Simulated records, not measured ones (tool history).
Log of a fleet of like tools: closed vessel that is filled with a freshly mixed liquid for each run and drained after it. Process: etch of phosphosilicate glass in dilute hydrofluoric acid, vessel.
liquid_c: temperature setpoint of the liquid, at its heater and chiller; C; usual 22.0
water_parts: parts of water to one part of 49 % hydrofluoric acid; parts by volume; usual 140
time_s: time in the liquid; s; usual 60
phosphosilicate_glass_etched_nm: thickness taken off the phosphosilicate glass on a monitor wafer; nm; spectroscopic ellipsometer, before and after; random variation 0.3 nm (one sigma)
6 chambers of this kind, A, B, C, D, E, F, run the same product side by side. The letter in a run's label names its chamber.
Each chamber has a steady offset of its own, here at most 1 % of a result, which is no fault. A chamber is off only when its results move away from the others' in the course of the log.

run	hour	liquid_c	water_parts	time_s	read-back film thickness of the phosphosilicate glass reference wafer, read on the same gauge (nm)	phosphosilicate_glass_etched_nm
1A	10.8	22.0	140	60	99.975	57.637
2B	17.7	22.0	140	60	100.020	57.106
# hour 20.4: chamber D: hydrofluoric acid flow meter replaced
3E	28.6	22.0	140	60	99.985	56.672
4C	39.0	22.0	140	60	99.993	57.112
5D	49.1	22.0	140	60	100.000	56.534
6F	55.5	22.0	140	60	99.992	57.117
7D	66.3	17.5	140	60	100.020	47.358
8C	77.8	17.5	140	60	99.990	47.583
9E	84.6	17.5	140	60	99.988	47.820
10F	92.5	17.5	140	60	99.999	48.087
11B	100.0	17.5	140	60	99.994	47.543
12A	105.9	17.5	140	60	100.000	48.452
13C	112.0	22.0	140	60	100.000	56.971
14B	122.0	22.0	140	60	100.000	57.057
15F	129.4	22.0	140	60	100.000	57.220
16D	136.2	22.0	140	60	99.981	56.964
17E	144.1	22.0	140	60	100.000	56.825
18A	154.9	22.0	140	60	100.010	57.815
19F	161.3	22.0	140	60	99.990	56.821
20D	169.6	22.0	90	40	100.020	62.484
21A	179.6	22.0	90	40	99.994	64.544
22C	189.5	22.0	90	40	100.010	62.807
23B	196.6	22.0	90	40	99.994	62.664
24E	203.2	22.0	90	40	99.986	63.285
25B	214.3	22.0	90	40	99.998	63.404
26E	220.9	22.0	140	75	100.000	71.670
27C	229.4	22.0	140	75	99.993	71.938
28A	238.8	22.0	140	75	99.987	74.587
29F	250.3	22.0	140	75	99.994	71.820
30D	258.6	22.0	140	75	99.987	71.138
31A	264.2	22.0	140	75	100.020	74.508
32E	269.9	22.0	140	60	99.984	57.352
33C	281.5	22.0	140	60	100.000	56.450
34D	288.3	22.0	140	60	99.972	57.058
35F	296.7	22.0	140	60	99.991	57.166
36B	306.5	22.0	140	60	99.990	57.564
# hour 315.1: chamber F: hydrofluoric acid flow meter replaced
37F	317.5	22.0	140	60	100.010	57.840
38D	326.2	22.0	140	90	99.997	85.160
39B	333.1	22.0	140	90	99.989	87.052

What goes on in this fleet: one chamber off, a drifting gauge, or nothing beyond the chambers' own small offsets? Name the chamber and the cause, if any.

Chamber A drifts away from the others.
Cause: liquid hotter than its thermometer reads (K) = 1.24.
The log may not tell that from: hydrofluoric acid flow above the setpoint (%).

Here are 4 candidates for chamber A's next run, each the usual settings with a change, their results left as question marks. Which one brings its results back in line with what the others give on the usual settings?
In line means no further than this from the other chambers' mean on the usual settings: phosphosilicate_glass_etched_nm 1.100 nm
40A-1	341.4	20.5	140	60		?
40A-2	341.4	23.5	140	60		?
40A-3	341.4	21.5	140	60		?
40A-4	341.4	22.5	140	60		?

The other chambers' mean on the usual settings: phosphosilicate_glass_etched_nm 57.200 nm
run	phosphosilicate_glass_etched_nm
40A-1	57.118
40A-2	64.219
40A-3	59.424
40A-4	61.775
40A-1 brings the chamber back in line.
